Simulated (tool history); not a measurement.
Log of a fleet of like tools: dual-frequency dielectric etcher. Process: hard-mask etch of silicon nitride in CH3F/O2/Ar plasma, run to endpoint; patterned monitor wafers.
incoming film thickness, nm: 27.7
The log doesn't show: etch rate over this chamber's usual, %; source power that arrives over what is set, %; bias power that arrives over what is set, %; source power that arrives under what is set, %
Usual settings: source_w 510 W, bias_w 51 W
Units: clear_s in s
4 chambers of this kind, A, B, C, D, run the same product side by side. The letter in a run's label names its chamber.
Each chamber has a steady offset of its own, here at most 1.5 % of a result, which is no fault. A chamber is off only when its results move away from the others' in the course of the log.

run	hour	source_w	bias_w	hours since the last wet clean	hours since the last source power generator calibration	hours since the last bias power generator calibration	clear_s
1C	4.5	510	51	288.6	789.0	2870.6	41.431
2D	10.1	510	51	413.9	1203.0	1315.7	40.909
3B	16.7	510	51	170.4	1744.6	3644.7	40.637
4A	23.0	510	51	31.4	2792.6	1132.9	40.723
5C	29.0	510	51	313.1	813.5	2895.1	41.576
6B	34.3	510	51	188.0	1762.2	3662.3	40.573
7D	40.2	610	63	444.0	1233.1	1345.8	35.539
8A	46.6	610	63	55.0	2816.2	1156.5	35.536
9D	53.4	610	63	457.2	1246.3	1359.0	35.393
10B	60.1	610	63	213.8	1788.0	3688.1	35.082
11A	66.7	510	51	75.1	2836.3	1176.6	40.689
# hour 71.3: chamber D: wet clean of the chamber
12C	72.2	510	51	356.3	856.7	2938.3	41.590
13B	76.1	510	51	229.8	1804.0	3704.1	40.212
14A	82.7	510	51	91.1	2852.3	1192.6	40.597
15D	87.8	510	51	16.5	1280.7	1393.4	40.137
16C	94.0	510	51	378.1	878.5	2960.1	41.624
17D	100.0	580	51	28.7	1292.9	1405.6	38.400
18C	103.2	580	51	387.3	887.7	2969.3	39.641
19B	106.4	580	51	260.1	1834.3	3734.4	37.961
20A	111.3	580	51	119.7	2880.9	1221.2	38.793
21C	116.1	460	56	400.2	900.6	2982.2	41.999
22D	121.6	460	56	50.3	1314.5	1427.2	40.818
23B	128.0	460	56	281.7	1855.9	3756.0	39.739
24A	135.1	460	56	143.5	2904.7	1245.0	41.145
25C	140.1	510	51	424.2	924.6	3006.2	41.082

Next, every chamber runs the same settings. What will each give?
26A	145.2	440	51				?
26B	145.2	440	51				?
26C	145.2	440	51				?
26D	145.2	440	51				?

run	clear_s
26A	43.065
26B	41.384
26C	43.806
26D	42.900
